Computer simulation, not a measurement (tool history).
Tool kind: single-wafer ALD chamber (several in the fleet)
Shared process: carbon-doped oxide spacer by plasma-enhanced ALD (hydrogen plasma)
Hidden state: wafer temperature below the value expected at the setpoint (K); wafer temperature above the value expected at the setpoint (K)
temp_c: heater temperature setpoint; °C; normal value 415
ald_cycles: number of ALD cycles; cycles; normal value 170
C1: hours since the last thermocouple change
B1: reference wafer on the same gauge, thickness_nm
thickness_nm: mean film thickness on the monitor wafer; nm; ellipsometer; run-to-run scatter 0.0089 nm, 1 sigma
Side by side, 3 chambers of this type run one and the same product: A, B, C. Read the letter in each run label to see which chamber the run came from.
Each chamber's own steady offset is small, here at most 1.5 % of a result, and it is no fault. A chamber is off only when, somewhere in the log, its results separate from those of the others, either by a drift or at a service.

run 1B hour=5.1 | temp_c=415 ald_cycles=170 | C1=238.1 | B1=9.2301 | thickness_nm=8.0237
run 2A hour=10.1 | temp_c=415 ald_cycles=170 | C1=851.9 | B1=9.2347 | thickness_nm=8.1606
run 3C hour=13.7 | temp_c=415 ald_cycles=170 | C1=407.5 | B1=9.234 | thickness_nm=8.155
run 4A hour=20.2 | temp_c=415 ald_cycles=170 | C1=862 | B1=9.2307 | thickness_nm=8.1657
run 5B hour=23.4 | temp_c=415 ald_cycles=170 | C1=256.4 | B1=9.2374 | thickness_nm=8.0163
run 6C hour=29.5 | temp_c=415 ald_cycles=170 | C1=423.3 | B1=9.2351 | thickness_nm=8.1577
run 7C hour=32.7 | temp_c=415 ald_cycles=170 | C1=426.5 | B1=9.2393 | thickness_nm=8.155
run 8A hour=38.1 | temp_c=415 ald_cycles=170 | C1=879.9 | B1=9.239 | thickness_nm=8.1637
run 9B hour=43.2 | temp_c=415 ald_cycles=170 | C1=276.2 | B1=9.24 | thickness_nm=8.0214
run 10B hour=47.2 | temp_c=415 ald_cycles=170 | C1=280.2 | B1=9.2409 | thickness_nm=8.026
run 11A hour=53.6 | temp_c=415 ald_cycles=170 | C1=895.4 | B1=9.2411 | thickness_nm=8.1699
run 12C hour=58.3 | temp_c=415 ald_cycles=170 | C1=452.1 | B1=9.2464 | thickness_nm=8.1504
run 13A hour=61.7 | temp_c=415 ald_cycles=170 | C1=903.5 | B1=9.2435 | thickness_nm=8.1645
run 14B hour=67.8 | temp_c=415 ald_cycles=170 | C1=300.8 | B1=9.2436 | thickness_nm=8.032
run 15C hour=73.7 | temp_c=415 ald_cycles=170 | C1=467.5 | B1=9.2439 | thickness_nm=8.174
run 16A hour=79 | temp_c=415 ald_cycles=170 | C1=920.8 | B1=9.2487 | thickness_nm=8.1799
run 17B hour=82.6 | temp_c=415 ald_cycles=170 | C1=315.6 | B1=9.2471 | thickness_nm=8.0363
run 18C hour=86.3 | temp_c=415 ald_cycles=170 | C1=480.1 | B1=9.2477 | thickness_nm=8.1671
run 19C hour=92.8 | temp_c=415 ald_cycles=170 | C1=486.6 | B1=9.2528 | thickness_nm=8.1675
run 20A hour=98.8 | temp_c=415 ald_cycles=170 | C1=940.6 | B1=9.251 | thickness_nm=8.1819
run 21B hour=104 | temp_c=415 ald_cycles=170 | C1=337 | B1=9.2527 | thickness_nm=8.0329
run 22B hour=109.5 | temp_c=415 ald_cycles=170 | C1=342.5 | B1=9.2511 | thickness_nm=8.0632
run 23C hour=113.7 | temp_c=415 ald_cycles=170 | C1=507.5 | B1=9.2549 | thickness_nm=8.1738
run 24A hour=117.8 | temp_c=415 ald_cycles=170 | C1=959.6 | B1=9.2544 | thickness_nm=8.1694
run 25C hour=122 | temp_c=415 ald_cycles=170 | C1=515.8 | B1=9.2558 | thickness_nm=8.1671
run 26A hour=125.3 | temp_c=415 ald_cycles=170 | C1=967.1 | B1=9.2605 | thickness_nm=8.194
run 27B hour=131.8 | temp_c=415 ald_cycles=170 | C1=364.8 | B1=9.2574 | thickness_nm=8.0519
run 28C hour=135.2 | temp_c=420 ald_cycles=170 | C1=529 | B1=9.2598 | thickness_nm=8.0452
run 29B hour=139.1 | temp_c=420 ald_cycles=170 | C1=372.1 | B1=9.2626 | thickness_nm=7.9239
run 30A hour=145.4 | temp_c=420 ald_cycles=170 | C1=987.2 | B1=9.2596 | thickness_nm=8.0673
run 31B hour=151 | temp_c=415 ald_cycles=170 | C1=384 | B1=9.2654 | thickness_nm=8.0456
run 32C hour=154.4 | temp_c=415 ald_cycles=170 | C1=548.2 | B1=9.2649 | thickness_nm=8.1719
run 33A hour=157.8 | temp_c=415 ald_cycles=170 | C1=999.6 | B1=9.2654 | thickness_nm=8.1819
run 34C hour=162.2 | temp_c=415 ald_cycles=170 | C1=556 | B1=9.2638 | thickness_nm=8.1715
run 35B hour=166.8 | temp_c=415 ald_cycles=170 | C1=399.8 | B1=9.2681 | thickness_nm=8.055
run 36A hour=169.9 | temp_c=415 ald_cycles=170 | C1=1011.7 | B1=9.2675 | thickness_nm=8.1992
run 37A hour=176.3 | temp_c=415 ald_cycles=170 | C1=1018.1 | B1=9.2669 | thickness_nm=8.1993
run 38C hour=179.2 | temp_c=415 ald_cycles=170 | C1=573 | B1=9.2696 | thickness_nm=8.1805
run 39B hour=184.6 | temp_c=415 ald_cycles=170 | C1=417.6 | B1=9.2691 | thickness_nm=8.049

Decide between three cases: one chamber stands off from its peers, the gauge reading all wafers drifts, or nothing is wrong past each chamber's small offset. Where a chamber is off, say which and what most likely put it there.

Gauge drift. The chambers move together only on paper, and none stands off.
What lies behind it: gauge reads high (%) = 0.448.
